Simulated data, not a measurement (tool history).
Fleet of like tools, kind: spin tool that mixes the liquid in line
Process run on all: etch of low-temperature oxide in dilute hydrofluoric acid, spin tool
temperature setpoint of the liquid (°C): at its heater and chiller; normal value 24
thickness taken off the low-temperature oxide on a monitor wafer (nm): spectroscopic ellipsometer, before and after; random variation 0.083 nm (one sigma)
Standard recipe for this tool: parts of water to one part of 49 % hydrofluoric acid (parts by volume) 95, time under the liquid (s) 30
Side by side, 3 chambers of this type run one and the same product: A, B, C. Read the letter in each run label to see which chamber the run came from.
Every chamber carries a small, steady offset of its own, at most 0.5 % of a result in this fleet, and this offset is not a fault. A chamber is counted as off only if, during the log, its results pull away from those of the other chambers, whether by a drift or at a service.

run,hour,temperature setpoint of the liquid (°C),parts of water to one part of 49 % hydrofluoric acid (parts by volume),time under the liquid (s),"read-back film thickness of the low-temperature oxide reference wafer, read on the same gauge (nm)",thickness taken off the low-temperature oxide on a monitor wafer (nm)
1A,11.9,24,95,30,40.014,9.4129
2B,20.2,24,95,30,39.977,9.4379
3C,28.9,24,95,30,39.978,9.4654
4A,37,24,95,30,40.012,9.394
5C,43.2,29,95,30,39.989,11.489
# hour 43.7: chamber C: hydrofluoric acid flow meter replaced
6B,51,29,95,30,39.997,11.447
7B,56.8,29,95,30,40.009,11.458
8A,64.1,24,95,30,40.008,9.3665
9C,74.9,24,80,30,39.977,11.369
10A,82.8,24,80,30,39.989,11.255
11C,94.3,24,80,30,40,11.312
12B,102.7,24,95,30,39.991,9.3927
13A,112.8,24,95,30,40.007,9.3232
14B,125,24,95,30,40.015,9.3258
15C,132.6,24,95,30,39.997,9.3192
16B,138.1,24,95,30,39.959,9.3862
17A,149.3,24,95,30,40.015,9.385
18C,159.8,24,95,30,39.999,9.3117
19A,170.3,24,135,15,39.978,3.2005
20B,176.7,24,135,15,40.003,3.1722
21C,186.4,24,135,15,39.997,3.1338
22A,193.3,24,95,30,39.976,9.4872
23C,199,24,95,30,40.013,9.472
24B,210.8,24,95,30,40.011,9.3313
25B,221.9,20,130,30,39.998,5.5979
26C,228.4,20,130,30,39.963,5.6545
27A,235.8,20,130,30,40.019,5.904
28C,247.6,24,95,30,39.97,9.3773
29B,254.9,21.5,95,15,39.983,4.2705
30A,263.1,21.5,95,15,40.019,4.4128
31C,275.1,21.5,95,15,40.007,4.2378
32A,281.9,24,95,30,39.981,9.9275
33B,292.3,24,95,30,40.008,9.2765
34B,303.2,24,95,30,40.004,9.3689
# hour 312.5: chamber C: thermometer replaced
35C,314.2,24,95,30,40.026,9.3364
36A,323.1,24,95,30,40.005,10.008
37A,333.8,24,95,30,40.023,10.144

One chamber off, gauge drift, or nothing amiss beyond the chambers' own small offsets? If it is a chamber, which one, and what is the likeliest cause?

It is chamber A that slowly wanders off from its peers.
What lies behind it: hydrofluoric acid flow above the setpoint (%) = 7.66.
Not necessarily distinguishable in this log from: liquid hotter than its thermometer reads (K).

Here are 4 candidates for chamber A's next run, each the usual settings with a change, their results left as question marks. Which one brings its results back in line with what the others give on the usual settings?
Maximum distance from the other chambers' mean on the usual settings for a result to count as in line: thickness taken off the low-temperature oxide on a monitor wafer (nm) 0.29
38A-1,342.7,22,95,30,,?
38A-2,342.7,24,95,25,,?
38A-3,342.7,24.5,95,35,,?
38A-4,342.7,26,95,30,,?

Usual-settings mean across the other chambers: thickness taken off the low-temperature oxide on a monitor wafer (nm) 9.404
run,thickness taken off the low-temperature oxide on a monitor wafer (nm)
38A-1,9.3624
38A-2,8.4504
38A-3,12.064
38A-4,10.968
The right change is 38A-1: it brings the chamber back within the allowed miss of the others.
